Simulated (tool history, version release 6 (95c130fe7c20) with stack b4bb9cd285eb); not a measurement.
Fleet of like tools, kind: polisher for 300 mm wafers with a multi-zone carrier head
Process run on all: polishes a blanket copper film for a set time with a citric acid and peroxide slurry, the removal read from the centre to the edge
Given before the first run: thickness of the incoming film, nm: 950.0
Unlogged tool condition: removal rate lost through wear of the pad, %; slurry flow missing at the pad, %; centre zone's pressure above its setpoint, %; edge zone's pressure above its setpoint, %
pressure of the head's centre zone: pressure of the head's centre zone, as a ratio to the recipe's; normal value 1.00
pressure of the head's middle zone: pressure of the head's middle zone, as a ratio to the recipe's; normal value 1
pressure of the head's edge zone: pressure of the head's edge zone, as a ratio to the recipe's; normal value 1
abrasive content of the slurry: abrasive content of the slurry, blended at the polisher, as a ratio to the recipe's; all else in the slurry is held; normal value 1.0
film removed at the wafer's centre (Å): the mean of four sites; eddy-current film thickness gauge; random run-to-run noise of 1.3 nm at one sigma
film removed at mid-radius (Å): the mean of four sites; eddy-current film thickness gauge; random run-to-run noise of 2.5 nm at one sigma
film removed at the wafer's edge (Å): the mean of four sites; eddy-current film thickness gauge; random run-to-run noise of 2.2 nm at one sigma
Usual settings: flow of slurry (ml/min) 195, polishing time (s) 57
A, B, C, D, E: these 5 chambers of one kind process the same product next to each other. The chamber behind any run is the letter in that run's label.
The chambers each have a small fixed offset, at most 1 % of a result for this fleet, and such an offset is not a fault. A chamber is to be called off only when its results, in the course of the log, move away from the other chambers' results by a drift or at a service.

run,hour,flow of slurry (ml/min),pressure of the head's centre zone,pressure of the head's middle zone,pressure of the head's edge zone,abrasive content of the slurry,polishing time (s),wafers polished on this pad,hours since the slurry nozzle was cleaned,hours since the centre zone pressure was calibrated,hours since the edge zone pressure was calibrated,film removed at the wafer's centre (Å),film removed at mid-radius (Å),film removed at the wafer's edge (Å)
# hour 1.8: chamber A: worn pad replaced by a new one
1A,4.7,195,1.00,1,1,1.0,57,23,138.5,718.2,204.9,1726.0,1770.1,1740.5
2E,8.0,195,1.00,1,1,1.0,57,355,135.4,325.6,221.1,1767.3,1773.5,1750.3
3D,11.2,195,1.00,1,1,1.0,57,994,255.2,423.7,449.9,1722.4,1716.8,1691.7
4C,17.0,195,1.00,1,1,1.0,57,283,140.1,899.4,329.2,1769.1,1733.2,1774.3
# hour 18.0: chamber D: worn pad replaced by a new one
5B,22.0,195,1.00,1,1,1.0,57,962,186.0,482.6,658.1,1750.0,1741.2,1722.7
6E,28.1,195,1.00,1,1,1.0,57,516,155.5,345.7,241.2,1802.0,1754.3,1746.8
7C,32.0,195,1.00,1,1,1.0,57,404,155.1,914.4,344.2,1755.3,1697.0,1780.9
8A,35.7,250,0.94,1,1,1.0,57,272,169.5,749.2,235.9,1677.7,1824.6,1748.1
9B,39.1,250,0.94,1,1,1.0,57,1100,203.1,499.7,675.2,1682.2,1804.2,1841.9
10D,43.9,250,0.94,1,1,1.0,57,208,287.9,456.4,482.6,1688.3,1816.3,1746.7
11E,47.3,250,0.94,1,1,1.0,57,671,174.7,364.9,260.4,1719.2,1789.4,1837.9
12D,51.3,250,0.94,1,1,1.0,57,267,295.3,463.8,490.0,1692.8,1795.0,1775.7
13C,56.7,195,1.00,1,1,1.0,57,602,179.8,939.1,368.9,1765.3,1756.4,1719.3
# hour 59.8: chamber B: worn pad replaced by a new one
14A,60.9,195,1.00,1,1,1.0,57,475,194.7,774.4,261.1,1722.2,1695.0,1751.2
15B,65.1,195,1.00,1,1,1.0,57,42,229.1,525.7,701.2,1754.2,1755.2,1760.8
16A,70.5,195,1.00,1,1,1.0,57,552,204.3,784.0,270.7,1738.6,1753.1,1736.1
17C,74.4,195,1.00,1,1,1.0,57,745,197.5,956.8,386.6,1763.1,1759.9,1756.9
# hour 75.0: chamber A: worn pad replaced by a new one
18B,78.7,195,1.00,1,1,1.0,57,152,242.7,539.3,714.8,1753.9,1754.3,1745.0
# hour 80.4: chamber C: worn pad replaced by a new one
19E,84.0,195,1.00,1,1,1.0,57,966,211.4,401.6,297.1,1780.9,1733.6,1766.6
20D,88.2,195,1.00,1,1,1.0,57,564,332.2,500.7,526.9,1745.5,1771.0,1753.2
21B,93.1,195,1.00,1,1,1.0,57,268,257.1,553.7,729.2,1751.4,1778.8,1781.2
22A,99.7,195,1.00,1,1,1.0,57,199,233.5,813.2,299.9,1668.1,1691.9,1718.8
23E,103.5,195,1.00,1,1,1.0,57,1123,230.9,421.1,316.6,1781.3,1757.6,1759.0
24D,110.0,195,1.00,1,1,1.0,57,739,354.0,522.5,548.7,1746.1,1732.7,1739.1
25C,113.2,195,1.00,1,1,1.0,57,263,236.3,995.6,425.4,1799.1,1755.5,1758.5
# hour 116.1: chamber C: centre zone pressure recalibrated
# hour 118.9: chamber D: slurry nozzle cleaned
26E,119.1,195,1.00,1,1,1.0,57,1248,246.5,436.7,332.2,1775.0,1755.3,1773.9
27D,123.8,195,1.00,1,1,1.0,57,850,5.0,536.3,562.5,1759.1,1728.3,1763.5
28C,128.4,195,0.91,1,1,1.2,57,386,251.5,12.3,440.6,1659.2,1813.6,1809.5
29B,133.6,195,0.91,1,1,1.2,57,593,297.6,594.2,769.7,1627.5,1896.2,1801.9
30A,139.3,195,0.91,1,1,1.2,57,517,273.1,852.8,339.5,1544.5,1736.1,1756.9
# hour 139.8: chamber E: worn pad replaced by a new one
31D,144.1,195,0.91,1,1,1.2,57,1014,25.3,556.6,582.8,1634.8,1748.0,1818.8
32C,150.0,195,0.91,1,1,1.2,57,559,273.1,33.9,462.2,1640.9,1817.4,1784.5
33E,153.0,195,1.00,1,1,1.0,57,106,280.4,470.6,366.1,1749.9,1784.0,1789.0
34B,156.6,195,1.00,1,1,1.0,57,778,320.6,617.2,792.7,1743.9,1808.9,1760.0
# hour 159.4: chamber A: worn pad replaced by a new one
35A,162.2,195,1.00,1,1,1.0,57,23,296.0,875.7,362.4,1589.9,1609.7,1654.7
36A,168.3,195,1.00,1,1,1.0,57,72,302.1,881.8,368.5,1597.2,1623.8,1663.7

Is one chamber out of step, is the gauge drifting, or do the chambers differ by no more than their own small offsets? For an off chamber, give its letter and the likeliest cause.

Little by little, chamber A moves away from the other chambers.
What lies behind it: slurry flow missing at the pad, % = 37.1.

Here are 4 candidates for chamber A's next run, each the usual settings with a change, their results left as question marks. Which one brings its results back in line with what the others give on the usual settings?
A result is in line if it is within this distance of the other chambers' mean on the usual settings: film removed at the wafer's centre (Å) 47.0; film removed at mid-radius (Å) 87.0; film removed at the wafer's edge (Å) 78.0
37A-1,173.0,210,1.05,1.02,0.97,1.0,64,,,,,?,?,?
37A-2,173.0,185,0.97,0.99,1.01,1.0,54,,,,,?,?,?
37A-3,173.0,205,1.03,1.01,0.99,1.0,60,,,,,?,?,?
37A-4,173.0,180,0.95,0.98,1.03,1.0,51,,,,,?,?,?

Average result of the remaining chambers running the usual settings: film removed at the wafer's centre (Å) 1759.3; film removed at mid-radius (Å) 1751.4; film removed at the wafer's edge (Å) 1748.8
run,film removed at the wafer's centre (Å),film removed at mid-radius (Å),film removed at the wafer's edge (Å)
37A-1,1919.1,1865.5,1830.5
37A-2,1436.2,1487.4,1546.5
37A-3,1751.2,1724.0,1728.4
37A-4,1315.4,1382.2,1469.2
It is 37A-3 that realigns the chamber with its peers.
